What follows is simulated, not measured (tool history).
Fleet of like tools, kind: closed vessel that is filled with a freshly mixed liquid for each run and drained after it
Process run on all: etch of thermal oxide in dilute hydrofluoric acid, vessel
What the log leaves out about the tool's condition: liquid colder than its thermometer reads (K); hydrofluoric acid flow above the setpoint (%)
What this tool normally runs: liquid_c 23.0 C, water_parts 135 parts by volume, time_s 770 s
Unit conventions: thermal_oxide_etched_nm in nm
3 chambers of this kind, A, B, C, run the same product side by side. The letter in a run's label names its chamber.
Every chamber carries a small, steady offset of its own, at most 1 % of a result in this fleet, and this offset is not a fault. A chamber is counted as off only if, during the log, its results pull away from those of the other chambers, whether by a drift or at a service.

run	hour	liquid_c	water_parts	time_s	hours since the thermometer was replaced	hours since the hydrofluoric acid flow meter was replaced	read-back film thickness of the thermal oxide reference wafer, read on the same gauge (nm)	thermal_oxide_etched_nm
1B	6.7	23.0	135	770	560.4	663.3	69.974	24.392
# hour 18.4: chamber B: thermometer replaced
2C	20.2	23.0	135	770	1880.0	899.6	69.967	24.530
3A	34.9	23.0	135	770	1982.0	221.0	69.994	24.933
4A	46.1	23.0	135	770	1993.2	232.2	70.013	24.852
5B	56.1	23.0	135	770	37.8	712.7	69.991	24.277
6C	71.4	23.0	135	770	1931.2	950.8	69.972	24.224
7A	80.9	23.0	135	770	2028.0	267.0	69.995	24.356
8C	93.3	20.5	185	770	1953.1	972.7	69.981	15.071
9B	105.7	20.5	185	770	87.4	762.3	69.986	15.224
10A	114.4	20.5	185	770	2061.5	300.5	70.010	15.591
11B	126.7	23.0	135	770	108.4	783.3	70.007	25.008
12C	141.2	23.0	135	770	2001.0	1020.6	70.018	24.341
13C	150.9	23.0	135	770	2010.7	1030.3	70.013	24.106
14B	162.2	23.0	135	770	143.9	818.8	69.998	25.646
15A	170.0	23.0	135	770	2117.1	356.1	69.999	24.747
16A	179.1	23.0	135	770	2126.2	365.2	70.004	24.726
17B	193.1	23.0	135	770	174.8	849.7	69.992	25.883
18C	200.5	23.0	135	770	2060.3	1079.9	69.977	24.323
19C	210.8	23.0	135	770	2070.6	1090.2	69.989	24.493
20B	219.5	27.0	135	920	201.2	876.1	69.994	35.502

Does one chamber stand apart from the rest, does the shared gauge drift, or is all well apart from small per-chamber offsets? Give the chamber and the most likely cause, where there is one.

One chamber, B, drifts off from the rest bit by bit.
Cause: hydrofluoric acid flow above the setpoint (%) = 6.37.
Not necessarily distinguishable in this log from: liquid hotter than its thermometer reads (K).

Chamber B could run next with any of the 4 candidate recipes listed below; each alters the usual settings, and their results appear as question marks. Which one brings its results back in line with what the other chambers deliver on the usual settings?
In-line tolerance around the mean of the other chambers on the usual settings: thermal_oxide_etched_nm 0.780 nm
21B-1	230.4	23.0	135	730				?
21B-2	230.4	23.5	135	850				?
21B-3	230.4	23.0	130	790				?
21B-4	230.4	22.5	135	690				?

The mean the other chambers reach with the usual settings: thermal_oxide_etched_nm 24.503 nm
run	thermal_oxide_etched_nm
21B-1	24.614
21B-2	29.227
21B-3	27.805
21B-4	22.803
21B-1 puts the chamber back in line with the other chambers.
